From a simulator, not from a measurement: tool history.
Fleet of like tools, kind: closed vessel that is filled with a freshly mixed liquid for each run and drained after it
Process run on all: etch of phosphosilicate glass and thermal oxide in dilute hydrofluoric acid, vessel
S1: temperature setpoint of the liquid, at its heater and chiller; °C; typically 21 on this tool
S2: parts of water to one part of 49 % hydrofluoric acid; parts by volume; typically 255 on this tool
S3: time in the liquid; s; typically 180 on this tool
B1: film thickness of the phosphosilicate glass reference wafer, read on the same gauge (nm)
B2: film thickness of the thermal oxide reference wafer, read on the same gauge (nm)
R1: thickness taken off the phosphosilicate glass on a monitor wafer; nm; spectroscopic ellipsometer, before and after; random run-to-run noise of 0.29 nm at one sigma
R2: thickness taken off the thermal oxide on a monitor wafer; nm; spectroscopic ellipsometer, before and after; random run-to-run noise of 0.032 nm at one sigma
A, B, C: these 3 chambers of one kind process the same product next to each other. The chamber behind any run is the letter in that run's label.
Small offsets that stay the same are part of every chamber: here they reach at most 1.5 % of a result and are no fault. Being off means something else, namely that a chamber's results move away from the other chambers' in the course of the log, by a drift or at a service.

{"run": "1C", "day": 0.317, "S1": 21, "S2": 255, "S3": 180, "B1": 50, "B2": 149.98, "R1": 32.491, "R2": 2.4358}
{"run": "2A", "day": 0.504, "S1": 21, "S2": 255, "S3": 180, "B1": 49.994, "B2": 150.01, "R1": 31.867, "R2": 2.4033}
{"run": "3B", "day": 0.817, "S1": 21, "S2": 255, "S3": 180, "B1": 49.998, "B2": 149.99, "R1": 32.203, "R2": 2.4153}
{"run": "4C", "day": 0.983, "S1": 21, "S2": 255, "S3": 180, "B1": 50.006, "B2": 149.98, "R1": 32.642, "R2": 2.3679}
{"run": "5B", "day": 1.225, "S1": 21, "S2": 255, "S3": 180, "B1": 50.001, "B2": 150.02, "R1": 31.93, "R2": 2.3942}
{"run": "6A", "day": 1.396, "S1": 21, "S2": 255, "S3": 180, "B1": 50.018, "B2": 149.99, "R1": 32.09, "R2": 2.3843}
{"run": "7B", "day": 1.658, "S1": 21, "S2": 255, "S3": 180, "B1": 50.009, "B2": 150, "R1": 32.413, "R2": 2.4038}
{"run": "8C", "day": 1.983, "S1": 21, "S2": 255, "S3": 180, "B1": 50.002, "B2": 149.99, "R1": 32.417, "R2": 2.4212}
{"run": "9A", "day": 2.242, "S1": 21, "S2": 255, "S3": 180, "B1": 50.008, "B2": 150, "R1": 32.588, "R2": 2.3978}
{"run": "10B", "day": 2.392, "S1": 21, "S2": 255, "S3": 180, "B1": 50.002, "B2": 150.02, "R1": 31.858, "R2": 2.4238}
{"run": "11C", "day": 2.588, "S1": 21, "S2": 255, "S3": 180, "B1": 49.997, "B2": 150.01, "R1": 32.572, "R2": 2.3918}
{"run": "12A", "day": 2.742, "S1": 21, "S2": 255, "S3": 180, "B1": 49.989, "B2": 149.97, "R1": 31.931, "R2": 2.3957}
{"run": "13C", "day": 3.033, "S1": 21, "S2": 255, "S3": 180, "B1": 49.995, "B2": 149.99, "R1": 31.842, "R2": 2.4134}
{"run": "14A", "day": 3.288, "S1": 21, "S2": 255, "S3": 180, "B1": 50.026, "B2": 150.02, "R1": 32.362, "R2": 2.3944}
{"run": "15B", "day": 3.538, "S1": 21, "S2": 255, "S3": 180, "B1": 50.013, "B2": 150, "R1": 32.033, "R2": 2.4708}
{"run": "16A", "day": 3.858, "S1": 21, "S2": 255, "S3": 180, "B1": 50.013, "B2": 149.99, "R1": 32.268, "R2": 2.445}
{"run": "17C", "day": 4.025, "S1": 21, "S2": 255, "S3": 180, "B1": 50.009, "B2": 150, "R1": 32.93, "R2": 2.4295}
{"run": "18B", "day": 4.25, "S1": 21, "S2": 255, "S3": 180, "B1": 49.997, "B2": 150.01, "R1": 32.186, "R2": 2.4273}
{"run": "19B", "day": 4.525, "S1": 21, "S2": 255, "S3": 180, "B1": 50.026, "B2": 150.02, "R1": 31.392, "R2": 2.415}
{"run": "20C", "day": 4.717, "S1": 19, "S2": 255, "S3": 245, "B1": 49.997, "B2": 150.03, "R1": 40.993, "R2": 3.0686}
{"run": "21A", "day": 4.958, "S1": 19, "S2": 255, "S3": 245, "B1": 50.01, "B2": 150, "R1": 42.154, "R2": 3.1344}
{"run": "22C", "day": 5.125, "S1": 19, "S2": 255, "S3": 245, "B1": 49.991, "B2": 150.02, "R1": 40.91, "R2": 2.9884}
{"run": "23B", "day": 5.388, "S1": 21, "S2": 255, "S3": 180, "B1": 50.008, "B2": 149.97, "R1": 32.105, "R2": 2.405}
{"run": "24A", "day": 5.629, "S1": 21, "S2": 255, "S3": 180, "B1": 50.003, "B2": 150, "R1": 33.741, "R2": 2.4969}
{"run": "25A", "day": 5.925, "S1": 21, "S2": 255, "S3": 180, "B1": 49.978, "B2": 150, "R1": 34.413, "R2": 2.4851}
{"run": "26C", "day": 6.183, "S1": 21, "S2": 255, "S3": 180, "B1": 49.997, "B2": 150, "R1": 32.031, "R2": 2.3957}
{"run": "27B", "day": 6.408, "S1": 21, "S2": 255, "S3": 180, "B1": 49.982, "B2": 150, "R1": 31.797, "R2": 2.3922}
{"run": "28A", "day": 6.683, "S1": 21, "S2": 255, "S3": 180, "B1": 49.988, "B2": 150.01, "R1": 34.389, "R2": 2.5095}
{"run": "29B", "day": 6.908, "S1": 21, "S2": 255, "S3": 180, "B1": 50.025, "B2": 150.02, "R1": 31.686, "R2": 2.417}
{"run": "30C", "day": 7.192, "S1": 21, "S2": 255, "S3": 180, "B1": 49.989, "B2": 150, "R1": 32.564, "R2": 2.4088}
{"run": "31A", "day": 7.417, "S1": 21, "S2": 255, "S3": 180, "B1": 50.001, "B2": 150.04, "R1": 35.438, "R2": 2.583}
{"run": "32B", "day": 7.625, "S1": 21, "S2": 255, "S3": 180, "B1": 50.005, "B2": 149.99, "R1": 32.641, "R2": 2.4122}
{"run": "33C", "day": 7.912, "S1": 21, "S2": 255, "S3": 180, "B1": 49.97, "B2": 150, "R1": 32.55, "R2": 2.4168}
{"run": "34B", "day": 8.221, "S1": 21, "S2": 255, "S3": 180, "B1": 49.994, "B2": 149.97, "R1": 32.388, "R2": 2.4263}
{"run": "35A", "day": 8.404, "S1": 19, "S2": 360, "S3": 180, "B1": 50.003, "B2": 150.03, "R1": 21.803, "R2": 1.6366}
{"run": "36C", "day": 8.612, "S1": 19, "S2": 360, "S3": 180, "B1": 50, "B2": 149.99, "R1": 19.664, "R2": 1.4071}
{"run": "37C", "day": 8.892, "S1": 19, "S2": 360, "S3": 180, "B1": 49.98, "B2": 150.01, "R1": 19.549, "R2": 1.4142}

All 3 chambers run these settings next. Forecast each chamber's results:
{"run": "38A", "day": 9.129, "S1": 21, "S2": 255, "S3": 75, "R1": "?", "R2": "?"}
{"run": "38B", "day": 9.129, "S1": 21, "S2": 255, "S3": 75, "R1": "?", "R2": "?"}
{"run": "38C", "day": 9.129, "S1": 21, "S2": 255, "S3": 75, "R1": "?", "R2": "?"}

run=38A R1=15.415 R2=1.1127
run=38B R1=13.514 R2=1.0238
run=38C R1=13.346 R2=1.0025

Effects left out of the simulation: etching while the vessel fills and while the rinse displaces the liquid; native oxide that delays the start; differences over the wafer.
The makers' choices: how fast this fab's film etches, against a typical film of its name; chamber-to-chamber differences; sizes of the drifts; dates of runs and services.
